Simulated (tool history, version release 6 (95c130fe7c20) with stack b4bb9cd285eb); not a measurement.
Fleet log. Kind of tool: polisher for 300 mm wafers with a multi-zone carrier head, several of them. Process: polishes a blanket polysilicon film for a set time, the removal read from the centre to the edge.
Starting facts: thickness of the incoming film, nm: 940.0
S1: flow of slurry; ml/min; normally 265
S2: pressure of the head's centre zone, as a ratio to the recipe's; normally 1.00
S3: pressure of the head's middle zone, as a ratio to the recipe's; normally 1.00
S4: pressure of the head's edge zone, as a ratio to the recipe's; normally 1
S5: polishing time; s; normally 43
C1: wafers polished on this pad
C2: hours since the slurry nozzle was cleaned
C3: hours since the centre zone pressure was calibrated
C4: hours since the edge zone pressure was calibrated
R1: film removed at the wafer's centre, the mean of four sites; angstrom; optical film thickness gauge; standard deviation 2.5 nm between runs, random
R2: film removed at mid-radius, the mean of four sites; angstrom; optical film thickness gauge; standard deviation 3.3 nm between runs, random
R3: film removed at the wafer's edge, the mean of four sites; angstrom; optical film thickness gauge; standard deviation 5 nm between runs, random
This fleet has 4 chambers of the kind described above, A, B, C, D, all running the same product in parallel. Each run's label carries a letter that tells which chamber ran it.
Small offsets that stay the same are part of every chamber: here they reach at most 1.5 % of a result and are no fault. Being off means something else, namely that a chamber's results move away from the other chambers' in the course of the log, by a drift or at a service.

{"run": "1C", "hour": 14.0, "S1": 265, "S2": 1.0, "S3": 1.0, "S4": 1, "S5": 43, "C1": 218, "C2": 418.3, "C3": 265.0, "C4": 412.0, "R1": 3935.6, "R2": 3869.7, "R3": 3928.6}
{"run": "2A", "hour": 28.7, "S1": 265, "S2": 1.0, "S3": 1.0, "S4": 1, "S5": 43, "C1": 906, "C2": 124.1, "C3": 308.2, "C4": 517.7, "R1": 3855.3, "R2": 3796.0, "R3": 3904.3}
{"hour": 38.8, "done": "chamber B: worn pad replaced by a new one"}
{"hour": 39.0, "done": "chamber C: slurry nozzle cleaned"}
{"run": "3D", "hour": 41.4, "S1": 265, "S2": 1.0, "S3": 1.0, "S4": 1, "S5": 43, "C1": 599, "C2": 388.9, "C3": 1223.0, "C4": 999.7, "R1": 3971.7, "R2": 3898.8, "R3": 3824.6}
{"run": "4B", "hour": 48.3, "S1": 265, "S2": 1.0, "S3": 1.0, "S4": 1, "S5": 43, "C1": 122, "C2": 95.5, "C3": 872.8, "C4": 213.0, "R1": 3861.0, "R2": 3884.6, "R3": 3953.8}
{"hour": 51.4, "done": "chamber A: worn pad replaced by a new one"}
{"run": "5D", "hour": 58.0, "S1": 265, "S2": 1.0, "S3": 1.0, "S4": 1, "S5": 43, "C1": 813, "C2": 405.5, "C3": 1239.6, "C4": 1016.3, "R1": 3911.3, "R2": 3867.2, "R3": 3878.0}
{"run": "6A", "hour": 66.7, "S1": 265, "S2": 1.0, "S3": 1.0, "S4": 1, "S5": 43, "C1": 197, "C2": 162.1, "C3": 346.2, "C4": 555.7, "R1": 3909.1, "R2": 3861.1, "R3": 3879.0}
{"run": "7B", "hour": 75.0, "S1": 265, "S2": 1.0, "S3": 1.0, "S4": 1, "S5": 43, "C1": 465, "C2": 122.2, "C3": 899.5, "C4": 239.7, "R1": 3855.0, "R2": 3896.6, "R3": 3813.6}
{"run": "8C", "hour": 84.4, "S1": 265, "S2": 1.0, "S3": 1.0, "S4": 1, "S5": 43, "C1": 1124, "C2": 45.4, "C3": 335.4, "C4": 482.4, "R1": 3931.5, "R2": 3912.2, "R3": 3871.0}
{"hour": 87.7, "done": "chamber C: worn pad replaced by a new one"}
{"run": "9A", "hour": 98.6, "S1": 265, "S2": 1.0, "S3": 1.0, "S4": 1, "S5": 43, "C1": 608, "C2": 194.0, "C3": 378.1, "C4": 587.6, "R1": 3882.0, "R2": 3903.5, "R3": 3876.5}
{"hour": 105.7, "done": "chamber D: worn pad replaced by a new one"}
{"run": "10D", "hour": 108.7, "S1": 265, "S2": 1.0, "S3": 1.0, "S4": 1, "S5": 43, "C1": 39, "C2": 456.2, "C3": 1290.3, "C4": 1067.0, "R1": 3913.0, "R2": 3875.1, "R3": 3895.6}
{"run": "11C", "hour": 116.5, "S1": 265, "S2": 1.0, "S3": 1.0, "S4": 1, "S5": 43, "C1": 370, "C2": 77.5, "C3": 367.5, "C4": 514.5, "R1": 3971.3, "R2": 3920.9, "R3": 3877.9}
{"run": "12B", "hour": 125.8, "S1": 265, "S2": 1.0, "S3": 1.0, "S4": 1, "S5": 43, "C1": 1119, "C2": 173.0, "C3": 950.3, "C4": 290.5, "R1": 3817.8, "R2": 3935.6, "R3": 3945.3}
{"hour": 129.0, "done": "chamber D: centre zone pressure recalibrated"}
{"run": "13B", "hour": 136.9, "S1": 265, "S2": 1.0, "S3": 1.0, "S4": 1, "S5": 43, "C1": 1262, "C2": 184.1, "C3": 961.4, "C4": 301.6, "R1": 3854.3, "R2": 3878.3, "R3": 3914.6}
{"hour": 145.6, "done": "chamber A: worn pad replaced by a new one"}
{"run": "14C", "hour": 151.0, "S1": 265, "S2": 1.04, "S3": 1.0, "S4": 1, "S5": 43, "C1": 814, "C2": 112.0, "C3": 402.0, "C4": 549.0, "R1": 4068.0, "R2": 3928.7, "R3": 3853.5}
{"hour": 156.8, "done": "chamber B: edge zone pressure recalibrated"}
{"hour": 157.2, "done": "chamber B: worn pad replaced by a new one"}
{"run": "15A", "hour": 162.0, "S1": 265, "S2": 1.04, "S3": 1.0, "S4": 1, "S5": 43, "C1": 211, "C2": 257.4, "C3": 441.5, "C4": 651.0, "R1": 4063.4, "R2": 3847.9, "R3": 3896.3}
{"run": "16D", "hour": 177.6, "S1": 265, "S2": 1.04, "S3": 1.0, "S4": 1, "S5": 43, "C1": 925, "C2": 525.1, "C3": 48.7, "C4": 1135.9, "R1": 3786.6, "R2": 3899.6, "R3": 3848.2}
{"hour": 179.9, "done": "chamber C: worn pad replaced by a new one"}
{"run": "17A", "hour": 192.6, "S1": 265, "S2": 1.04, "S3": 1.0, "S4": 1, "S5": 43, "C1": 605, "C2": 288.0, "C3": 472.1, "C4": 681.6, "R1": 4044.1, "R2": 3893.5, "R3": 3938.1}
{"hour": 198.7, "done": "chamber D: worn pad replaced by a new one"}
{"run": "18D", "hour": 200.6, "S1": 265, "S2": 1.05, "S3": 1.0, "S4": 1, "S5": 43, "C1": 25, "C2": 548.1, "C3": 71.7, "C4": 1158.9, "R1": 3799.3, "R2": 3812.1, "R3": 3795.3}
{"run": "19B", "hour": 207.4, "S1": 265, "S2": 1.05, "S3": 1.0, "S4": 1, "S5": 43, "C1": 646, "C2": 254.6, "C3": 1031.9, "C4": 50.7, "R1": 4061.6, "R2": 3896.2, "R3": 3799.0}
{"run": "20C", "hour": 218.8, "S1": 265, "S2": 1.05, "S3": 1.0, "S4": 1, "S5": 43, "C1": 500, "C2": 179.8, "C3": 469.8, "C4": 616.8, "R1": 4154.6, "R2": 3878.7, "R3": 3854.8}
{"hour": 226.7, "done": "chamber D: edge zone pressure recalibrated"}
{"run": "21C", "hour": 233.1, "S1": 265, "S2": 1.05, "S3": 1.0, "S4": 1, "S5": 43, "C1": 684, "C2": 194.1, "C3": 484.1, "C4": 631.1, "R1": 4109.1, "R2": 3879.9, "R3": 3805.8}
{"run": "22D", "hour": 248.2, "S1": 265, "S2": 1.0, "S3": 1.0, "S4": 1, "S5": 43, "C1": 637, "C2": 595.7, "C3": 119.3, "C4": 21.6, "R1": 3645.9, "R2": 3890.2, "R3": 3917.4}
{"hour": 252.9, "done": "chamber A: worn pad replaced by a new one"}
{"run": "23A", "hour": 255.9, "S1": 265, "S2": 1.0, "S3": 1.0, "S4": 1, "S5": 43, "C1": 38, "C2": 351.3, "C3": 535.4, "C4": 744.9, "R1": 3875.2, "R2": 3905.8, "R3": 3958.6}
{"run": "24B", "hour": 265.4, "S1": 265, "S2": 1.0, "S3": 1.0, "S4": 1, "S5": 43, "C1": 1392, "C2": 312.6, "C3": 1089.9, "C4": 108.7, "R1": 3834.8, "R2": 3886.8, "R3": 3908.2}
{"hour": 272.9, "done": "chamber C: worn pad replaced by a new one"}
{"run": "25B", "hour": 275.4, "S1": 265, "S2": 1.0, "S3": 0.91, "S4": 1, "S5": 33, "C1": 1520, "C2": 322.6, "C3": 1099.9, "C4": 118.7, "R1": 2938.5, "R2": 2751.4, "R3": 2938.4}
{"run": "26D", "hour": 284.4, "S1": 265, "S2": 1.0, "S3": 0.91, "S4": 1, "S5": 33, "C1": 1103, "C2": 631.9, "C3": 155.5, "C4": 57.8, "R1": 2812.4, "R2": 2714.1, "R3": 2958.3}
{"hour": 284.5, "done": "chamber D: slurry nozzle cleaned"}
{"hour": 289.9, "done": "chamber B: worn pad replaced by a new one"}
{"hour": 293.2, "done": "chamber D: worn pad replaced by a new one"}
{"hour": 293.7, "done": "chamber B: centre zone pressure recalibrated"}
{"run": "27C", "hour": 294.5, "S1": 265, "S2": 1.0, "S3": 0.91, "S4": 1, "S5": 33, "C1": 279, "C2": 255.5, "C3": 545.5, "C4": 692.5, "R1": 3031.1, "R2": 2716.4, "R3": 2986.5}
{"hour": 304.5, "done": "chamber A: centre zone pressure recalibrated"}
{"run": "28A", "hour": 308.4, "S1": 265, "S2": 1.0, "S3": 0.91, "S4": 1, "S5": 33, "C1": 714, "C2": 403.8, "C3": 3.9, "C4": 797.4, "R1": 2969.1, "R2": 2716.7, "R3": 2936.9}
{"run": "29D", "hour": 323.6, "S1": 265, "S2": 1.0, "S3": 1.0, "S4": 1, "S5": 43, "C1": 391, "C2": 39.1, "C3": 194.7, "C4": 97.0, "R1": 3627.1, "R2": 3886.4, "R3": 3800.1}
{"run": "30A", "hour": 338.9, "S1": 265, "S2": 1.0, "S3": 1.0, "S4": 1, "S5": 43, "C1": 1106, "C2": 434.3, "C3": 34.4, "C4": 827.9, "R1": 3908.1, "R2": 3848.1, "R3": 3880.3}
{"run": "31C", "hour": 349.2, "S1": 265, "S2": 1.0, "S3": 1.0, "S4": 1, "S5": 43, "C1": 982, "C2": 310.2, "C3": 600.2, "C4": 747.2, "R1": 3909.3, "R2": 3850.7, "R3": 3880.7}
{"hour": 360.1, "done": "chamber A: worn pad replaced by a new one"}
{"hour": 363.4, "done": "chamber B: slurry nozzle cleaned"}
{"run": "32B", "hour": 364.4, "S1": 265, "S2": 1.0, "S3": 1.0, "S4": 1, "S5": 43, "C1": 959, "C2": 1.0, "C3": 70.8, "C4": 207.7, "R1": 3853.5, "R2": 3947.0, "R3": 3966.8}
{"hour": 371.0, "done": "chamber C: worn pad replaced by a new one"}
{"run": "33A", "hour": 374.5, "S1": 265, "S2": 0.92, "S3": 1.0, "S4": 1, "S5": 55, "C1": 185, "C2": 469.9, "C3": 70.0, "C4": 863.5, "R1": 4515.3, "R2": 4896.9, "R3": 4929.3}
{"run": "34B", "hour": 388.5, "S1": 265, "S2": 0.92, "S3": 1.0, "S4": 1, "S5": 55, "C1": 1269, "C2": 25.1, "C3": 94.9, "C4": 231.8, "R1": 4522.5, "R2": 5047.4, "R3": 4929.2}
{"hour": 395.7, "done": "chamber C: centre zone pressure recalibrated"}
{"run": "35C", "hour": 396.0, "S1": 265, "S2": 0.92, "S3": 1.0, "S4": 1, "S5": 55, "C1": 322, "C2": 357.0, "C3": 0.4, "C4": 794.0, "R1": 4625.7, "R2": 4974.5, "R3": 4923.7}
{"hour": 399.7, "done": "chamber D: worn pad replaced by a new one"}
{"run": "36D", "hour": 408.2, "S1": 265, "S2": 0.92, "S3": 1.0, "S4": 1, "S5": 55, "C1": 109, "C2": 123.7, "C3": 279.3, "C4": 181.6, "R1": 4212.4, "R2": 4906.2, "R3": 4907.5}

The same settings go to every chamber for the next run, one line per chamber below. Forecast the results for each:
{"run": "37A", "hour": 419.5, "S1": 265, "S2": 1.0, "S3": 0.96, "S4": 1, "S5": 43, "R1": "?", "R2": "?", "R3": "?"}
{"run": "37B", "hour": 419.5, "S1": 265, "S2": 1.0, "S3": 0.96, "S4": 1, "S5": 43, "R1": "?", "R2": "?", "R3": "?"}
{"run": "37C", "hour": 419.5, "S1": 265, "S2": 1.0, "S3": 0.96, "S4": 1, "S5": 43, "R1": "?", "R2": "?", "R3": "?"}
{"run": "37D", "hour": 419.5, "S1": 265, "S2": 1.0, "S3": 0.96, "S4": 1, "S5": 43, "R1": "?", "R2": "?", "R3": "?"}

run=37A R1=3886.3 R2=3684.2 R3=3912.1
run=37B R1=3833.8 R2=3738.0 R3=3893.6
run=37C R1=3932.8 R2=3786.7 R3=3866.5
run=37D R1=3625.8 R2=3714.7 R3=3828.8
